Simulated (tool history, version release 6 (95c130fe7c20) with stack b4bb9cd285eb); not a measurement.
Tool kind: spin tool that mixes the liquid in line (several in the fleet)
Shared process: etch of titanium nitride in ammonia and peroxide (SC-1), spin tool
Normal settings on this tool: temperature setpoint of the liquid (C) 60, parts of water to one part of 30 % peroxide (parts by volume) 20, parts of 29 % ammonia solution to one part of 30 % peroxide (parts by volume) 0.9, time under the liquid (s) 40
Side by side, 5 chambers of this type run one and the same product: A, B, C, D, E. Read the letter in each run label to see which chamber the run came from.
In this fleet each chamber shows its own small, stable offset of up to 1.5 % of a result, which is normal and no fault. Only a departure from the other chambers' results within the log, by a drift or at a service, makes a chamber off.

run,hour,temperature setpoint of the liquid (C),parts of water to one part of 30 % peroxide (parts by volume),parts of 29 % ammonia solution to one part of 30 % peroxide (parts by volume),time under the liquid (s),"read-back film thickness of the titanium nitride reference wafer, read on the same gauge (nm)",thickness taken off the titanium nitride on a monitor wafer (angstrom)
1C,5.8,60,20,0.9,40,100.010,44.716
2E,15.3,60,20,0.9,40,100.010,43.452
# hour 19.2: chamber E: thermometer replaced
3A,21.8,60,20,0.9,40,100.000,43.405
4B,31.4,60,20,0.9,40,100.010,44.131
5D,37.5,60,20,0.9,40,100.000,44.154
6C,46.5,60,20,0.9,40,100.020,44.137
7A,57.4,60,20,0.9,40,100.000,44.277
8E,67.2,60,20,0.9,40,100.000,43.867
9B,72.6,60,20,0.9,40,100.000,43.801
10D,79.8,60,20,0.9,40,100.000,44.680
# hour 82.9: chamber C: new drum of ammonia solution connected
11B,85.0,60,20,0.9,30,99.990,33.320
12E,91.1,60,20,0.9,30,99.999,32.630
13D,100.9,60,20,0.9,30,100.010,32.607
14C,112.4,60,20,0.9,30,99.992,33.664
15A,118.5,60,20,0.9,30,99.995,32.273
16C,124.0,60,20,0.9,40,100.010,44.536
17B,129.9,60,20,0.9,40,100.010,43.736
# hour 131.6: chamber A: ammonia flow meter replaced
18A,136.3,60,20,0.9,40,100.020,43.603
19D,146.3,60,20,0.9,40,100.010,43.544
20E,157.0,60,20,0.9,40,99.997,43.935
21E,165.6,60,20,0.9,40,100.010,43.697
22C,175.3,60,20,0.9,40,99.996,44.689
23D,184.1,60,20,0.9,20,99.996,21.525
24A,194.3,60,20,0.9,20,99.996,21.427
25B,204.4,60,20,0.9,20,100.000,20.983
# hour 208.9: chamber B: ammonia flow meter replaced
26E,212.3,60,20,0.9,20,99.978,21.794
# hour 216.3: chamber C: thermometer replaced
27D,217.6,60,20,0.9,20,100.010,22.063
28C,226.1,60,20,0.9,40,100.010,44.319
29A,231.1,60,20,0.9,40,99.976,43.006
30B,239.8,60,20,0.9,40,99.991,41.619
31B,249.8,60,20,0.9,40,99.983,41.381
32E,257.9,60,20,0.9,40,99.990,43.680
33A,268.6,60,20,0.9,40,100.020,43.162
34D,274.4,60,20,0.9,40,100.010,43.039
# hour 284.1: chamber C: ammonia flow meter replaced
35C,284.6,60,20,0.9,40,100.000,44.201
36C,295.2,60,20,0.9,40,99.985,44.530
37A,303.8,60,20,0.9,40,99.971,43.257

All chambers now run identical settings, listed one chamber a line with results as question marks. What results will each chamber show?
38A,312.2,60,20,0.9,40,,?
38B,312.2,60,20,0.9,40,,?
38C,312.2,60,20,0.9,40,,?
38D,312.2,60,20,0.9,40,,?
38E,312.2,60,20,0.9,40,,?

run,thickness taken off the titanium nitride on a monitor wafer (angstrom)
38A,42.987
38B,40.166
38C,44.060
38D,43.846
38E,43.973
